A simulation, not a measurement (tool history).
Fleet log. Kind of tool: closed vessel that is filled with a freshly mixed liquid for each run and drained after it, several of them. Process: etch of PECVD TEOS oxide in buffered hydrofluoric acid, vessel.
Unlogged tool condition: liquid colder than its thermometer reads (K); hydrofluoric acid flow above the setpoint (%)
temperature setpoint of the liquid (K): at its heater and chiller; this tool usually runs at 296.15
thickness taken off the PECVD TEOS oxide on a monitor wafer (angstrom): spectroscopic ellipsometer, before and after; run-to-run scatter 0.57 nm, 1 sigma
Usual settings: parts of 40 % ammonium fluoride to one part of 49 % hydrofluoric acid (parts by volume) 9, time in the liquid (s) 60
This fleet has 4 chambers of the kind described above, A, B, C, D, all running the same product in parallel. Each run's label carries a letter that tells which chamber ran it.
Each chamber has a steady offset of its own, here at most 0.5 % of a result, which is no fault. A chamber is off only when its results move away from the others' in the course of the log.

run,day,temperature setpoint of the liquid (K),parts of 40 % ammonium fluoride to one part of 49 % hydrofluoric acid (parts by volume),time in the liquid (s),hours since the thermometer was replaced,hours since the hydrofluoric acid flow meter was replaced,"read-back film thickness of the PECVD TEOS oxide reference wafer, read on the same gauge (nm)",thickness taken off the PECVD TEOS oxide on a monitor wafer (angstrom)
1C,0.129,296.15,9,60,131.4,488.2,40.017,763.89
2B,0.279,296.15,9,60,408.3,95.4,39.98,754.31
3A,0.383,296.15,9,60,512.3,23.6,39.976,753.87
4D,0.5,296.15,9,60,260.7,1290.2,39.987,751.33
5D,0.654,296.15,9,60,264.4,1293.9,40.003,752.96
6B,0.733,296.15,9,60,419.2,106.3,40.029,759.4
7C,0.821,296.15,9,60,148,504.8,40.011,754.39
8A,0.908,296.15,9,60,524.9,36.2,39.978,747.28
9B,0.992,296.15,9,60,425.4,112.5,40.017,753.57
10A,1.088,296.15,9,60,529.2,40.5,40.037,755.34
# day 1.2: chamber C: hydrofluoric acid flow meter replaced
11C,1.208,296.15,9,60,157.3,0.2,40.024,751.4
12D,1.342,296.15,9,60,280.9,1310.4,40.004,754.29
13B,1.504,296.15,9,60,437.7,124.8,39.971,756.37
14C,1.6,296.15,9,60,166.7,9.6,39.998,764.94
15D,1.788,296.15,9,60,291.6,1321.1,39.969,748.97
16A,1.904,296.15,7.5,60,548.8,60.1,39.974,922.87
17B,2.083,296.15,7.5,60,451.6,138.7,39.979,917.65
18C,2.221,296.15,7.5,60,181.6,24.5,40.033,888.2
19A,2.329,296.15,7.5,60,559,70.3,39.995,910.67
20D,2.429,296.15,9,60,307,1336.5,39.953,753.93
21B,2.529,296.15,9,60,462.3,149.4,39.98,767.71
22D,2.679,296.15,9,60,313,1342.5,39.974,757.99
23A,2.846,296.15,9,60,571.4,82.7,40,748.93
24C,2.938,294.15,7.5,60,198.8,41.7,40.005,778.81
25B,3.1,294.15,7.5,60,476,163.1,39.999,836.32
26C,3.271,294.15,7.5,60,206.8,49.7,40.072,771.66
27D,3.458,294.15,7.5,60,331.7,1361.2,40.023,816.77
28A,3.579,296.15,9,60,589,100.3,39.997,751.85
29D,3.662,296.15,9,60,336.6,1366.1,39.96,746.68

What goes on in this fleet: one chamber off, a drifting gauge, or nothing beyond the chambers' own small offsets? Name the chamber and the cause, if any.

Chamber C drifts away from the others.
What lies behind it: liquid colder than its thermometer reads (K) = 1.85.
With only this log, it may be confused with: hydrofluoric acid flow below the setpoint (%).

Below are 4 candidate recipes for chamber C's next run, each the usual settings with a change, their results shown as question marks. Which of them brings C's results back in line with what the other chambers give on the usual settings?
A result is in line if it is within this distance of the other chambers' mean on the usual settings: thickness taken off the PECVD TEOS oxide on a monitor wafer (angstrom) 20
30C-1,3.8,298.15,9,60,,,,?
30C-2,3.8,297.15,9,60,,,,?
30C-3,3.8,296.15,10.5,60,,,,?
30C-4,3.8,295.15,9,60,,,,?

What the other chambers average on the usual settings: thickness taken off the PECVD TEOS oxide on a monitor wafer (angstrom) 754.35
run,thickness taken off the PECVD TEOS oxide on a monitor wafer (angstrom)
30C-1,762.41
30C-2,721.62
30C-3,609.65
30C-4,645.76
The answer is 30C-1, which returns the chamber to within the allowed miss of the others.

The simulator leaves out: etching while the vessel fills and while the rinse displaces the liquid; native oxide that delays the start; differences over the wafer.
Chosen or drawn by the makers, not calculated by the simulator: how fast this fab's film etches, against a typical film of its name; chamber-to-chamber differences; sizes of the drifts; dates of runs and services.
